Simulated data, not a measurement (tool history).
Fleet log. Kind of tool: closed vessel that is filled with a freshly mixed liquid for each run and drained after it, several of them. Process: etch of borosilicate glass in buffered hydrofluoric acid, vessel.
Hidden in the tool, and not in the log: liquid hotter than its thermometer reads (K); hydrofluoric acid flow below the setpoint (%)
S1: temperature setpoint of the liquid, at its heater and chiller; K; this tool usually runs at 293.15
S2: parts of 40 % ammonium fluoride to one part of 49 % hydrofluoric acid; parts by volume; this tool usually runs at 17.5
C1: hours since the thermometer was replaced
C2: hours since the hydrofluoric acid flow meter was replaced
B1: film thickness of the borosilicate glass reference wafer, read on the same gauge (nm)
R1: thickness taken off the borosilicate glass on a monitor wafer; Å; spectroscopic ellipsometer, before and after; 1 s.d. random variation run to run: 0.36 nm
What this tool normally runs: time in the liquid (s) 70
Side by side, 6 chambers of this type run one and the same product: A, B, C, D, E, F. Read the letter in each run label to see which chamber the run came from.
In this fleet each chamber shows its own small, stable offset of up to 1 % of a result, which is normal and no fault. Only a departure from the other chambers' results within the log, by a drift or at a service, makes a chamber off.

run 1B hour=8.3 | S1=293.15 S2=17.5 time_in_the_liquid_(s)=70 | C1=1976.1 C2=2727.3 | B1=130.01 | R1=414.11
run 2A hour=19.6 | S1=293.15 S2=17.5 time_in_the_liquid_(s)=70 | C1=1235.6 C2=293.3 | B1=129.99 | R1=404.30
run 3E hour=26.9 | S1=293.15 S2=17.5 time_in_the_liquid_(s)=70 | C1=689.1 C2=832.4 | B1=130.02 | R1=393.65
run 4D hour=37.6 | S1=293.15 S2=17.5 time_in_the_liquid_(s)=70 | C1=798.1 C2=961.0 | B1=130.03 | R1=409.00
-- hour=43.5 chamber B: hydrofluoric acid flow meter replaced
run 5F hour=49.1 | S1=293.15 S2=17.5 time_in_the_liquid_(s)=70 | C1=1443.1 C2=501.8 | B1=130.02 | R1=404.78
run 6C hour=57.1 | S1=293.15 S2=17.5 time_in_the_liquid_(s)=70 | C1=333.1 C2=1580.9 | B1=130.00 | R1=405.11
run 7B hour=68.8 | S1=293.15 S2=17.5 time_in_the_liquid_(s)=70 | C1=2036.6 C2=25.3 | B1=129.99 | R1=407.25
run 8C hour=74.9 | S1=293.15 S2=17.5 time_in_the_liquid_(s)=70 | C1=350.9 C2=1598.7 | B1=129.98 | R1=403.72
run 9D hour=81.4 | S1=293.15 S2=17.5 time_in_the_liquid_(s)=70 | C1=841.9 C2=1004.8 | B1=129.98 | R1=403.00
run 10E hour=89.7 | S1=293.15 S2=17.5 time_in_the_liquid_(s)=70 | C1=751.9 C2=895.2 | B1=130.00 | R1=397.40
run 11F hour=98.5 | S1=293.15 S2=13.5 time_in_the_liquid_(s)=85 | C1=1492.5 C2=551.2 | B1=130.01 | R1=641.45
run 12A hour=106.9 | S1=293.15 S2=13.5 time_in_the_liquid_(s)=85 | C1=1322.9 C2=380.6 | B1=130.00 | R1=632.36
run 13A hour=115.2 | S1=293.15 S2=13.5 time_in_the_liquid_(s)=85 | C1=1331.2 C2=388.9 | B1=129.94 | R1=628.65
run 14C hour=127.0 | S1=293.15 S2=13.5 time_in_the_liquid_(s)=85 | C1=403.0 C2=1650.8 | B1=129.98 | R1=626.12
run 15B hour=137.2 | S1=293.15 S2=13.5 time_in_the_liquid_(s)=85 | C1=2105.0 C2=93.7 | B1=130.02 | R1=639.26
run 16E hour=144.5 | S1=293.15 S2=13.5 time_in_the_liquid_(s)=85 | C1=806.7 C2=950.0 | B1=129.99 | R1=623.28
run 17D hour=150.9 | S1=293.15 S2=17.5 time_in_the_liquid_(s)=70 | C1=911.4 C2=1074.3 | B1=130.00 | R1=408.95
run 18F hour=157.5 | S1=293.15 S2=17.5 time_in_the_liquid_(s)=70 | C1=1551.5 C2=610.2 | B1=130.03 | R1=406.59
run 19E hour=163.6 | S1=293.15 S2=17.5 time_in_the_liquid_(s)=70 | C1=825.8 C2=969.1 | B1=130.03 | R1=402.65
run 20C hour=175.3 | S1=293.15 S2=17.5 time_in_the_liquid_(s)=70 | C1=451.3 C2=1699.1 | B1=129.98 | R1=405.34
run 21F hour=182.7 | S1=293.15 S2=17.5 time_in_the_liquid_(s)=70 | C1=1576.7 C2=635.4 | B1=129.96 | R1=395.02
run 22A hour=190.4 | S1=293.15 S2=17.5 time_in_the_liquid_(s)=70 | C1=1406.4 C2=464.1 | B1=130.02 | R1=381.04
-- hour=190.6 chamber D: thermometer replaced
run 23D hour=197.3 | S1=293.15 S2=17.5 time_in_the_liquid_(s)=70 | C1=6.7 C2=1120.7 | B1=130.00 | R1=402.48
run 24B hour=203.6 | S1=293.15 S2=17.5 time_in_the_liquid_(s)=70 | C1=2171.4 C2=160.1 | B1=129.98 | R1=409.70
run 25C hour=211.6 | S1=293.15 S2=17.5 time_in_the_liquid_(s)=70 | C1=487.6 C2=1735.4 | B1=130.02 | R1=405.08
run 26E hour=220.4 | S1=293.15 S2=17.5 time_in_the_liquid_(s)=70 | C1=882.6 C2=1025.9 | B1=130.01 | R1=393.36
run 27A hour=230.8 | S1=293.15 S2=17.5 time_in_the_liquid_(s)=70 | C1=1446.8 C2=504.5 | B1=130.02 | R1=386.58
run 28B hour=240.0 | S1=293.15 S2=17.5 time_in_the_liquid_(s)=70 | C1=2207.8 C2=196.5 | B1=130.06 | R1=411.47
run 29F hour=246.9 | S1=293.15 S2=23.5 time_in_the_liquid_(s)=70 | C1=1640.9 C2=699.6 | B1=130.07 | R1=315.52
run 30D hour=258.8 | S1=293.15 S2=23.5 time_in_the_liquid_(s)=70 | C1=68.2 C2=1182.2 | B1=130.01 | R1=316.67
run 31E hour=271.7 | S1=293.15 S2=23.5 time_in_the_liquid_(s)=70 | C1=933.9 C2=1077.2 | B1=130.03 | R1=311.26
run 32F hour=283.1 | S1=293.15 S2=23.5 time_in_the_liquid_(s)=70 | C1=1677.1 C2=735.8 | B1=129.98 | R1=313.86
run 33A hour=291.6 | S1=293.15 S2=23.5 time_in_the_liquid_(s)=70 | C1=1507.6 C2=565.3 | B1=130.03 | R1=300.40
-- hour=293.9 chamber F: hydrofluoric acid flow meter replaced
-- hour=295.7 chamber C: thermometer replaced
run 34B hour=297.4 | S1=293.15 S2=23.5 time_in_the_liquid_(s)=70 | C1=2265.2 C2=253.9 | B1=130.00 | R1=323.47
run 35D hour=304.0 | S1=293.15 S2=17.5 time_in_the_liquid_(s)=70 | C1=113.4 C2=1227.4 | B1=129.97 | R1=402.60
run 36C hour=316.9 | S1=293.15 S2=17.5 time_in_the_liquid_(s)=70 | C1=21.3 C2=1840.7 | B1=129.98 | R1=407.65
run 37C hour=329.8 | S1=293.15 S2=17.5 time_in_the_liquid_(s)=70 | C1=34.2 C2=1853.6 | B1=130.00 | R1=406.39
run 38A hour=339.1 | S1=293.15 S2=17.5 time_in_the_liquid_(s)=70 | C1=1555.1 C2=612.8 | B1=130.03 | R1=367.38
run 39B hour=349.1 | S1=293.15 S2=17.5 time_in_the_liquid_(s)=70 | C1=2316.9 C2=305.6 | B1=130.00 | R1=415.02
run 40D hour=362.3 | S1=293.15 S2=17.5 time_in_the_liquid_(s)=70 | C1=171.7 C2=1285.7 | B1=129.98 | R1=403.34
run 41F hour=370.3 | S1=293.15 S2=17.5 time_in_the_liquid_(s)=70 | C1=1764.3 C2=76.4 | B1=130.04 | R1=404.42
run 42E hour=376.8 | S1=290.65 S2=17.5 time_in_the_liquid_(s)=45 | C1=1039.0 C2=1182.3 | B1=129.96 | R1=220.42
run 43C hour=385.2 | S1=290.65 S2=17.5 time_in_the_liquid_(s)=45 | C1=89.6 C2=1909.0 | B1=130.01 | R1=230.61

All 6 chambers run these settings next. Forecast each chamber's results:
run 44A hour=394.6 | S1=293.15 S2=17.5 time_in_the_liquid_(s)=70 | R1=?
run 44B hour=394.6 | S1=293.15 S2=17.5 time_in_the_liquid_(s)=70 | R1=?
run 44C hour=394.6 | S1=293.15 S2=17.5 time_in_the_liquid_(s)=70 | R1=?
run 44D hour=394.6 | S1=293.15 S2=17.5 time_in_the_liquid_(s)=70 | R1=?
run 44E hour=394.6 | S1=293.15 S2=17.5 time_in_the_liquid_(s)=70 | R1=?
run 44F hour=394.6 | S1=293.15 S2=17.5 time_in_the_liquid_(s)=70 | R1=?

run=44A R1=357.87
run=44B R1=411.38
run=44C R1=406.75
run=44D R1=405.66
run=44E R1=394.20
run=44F R1=406.64
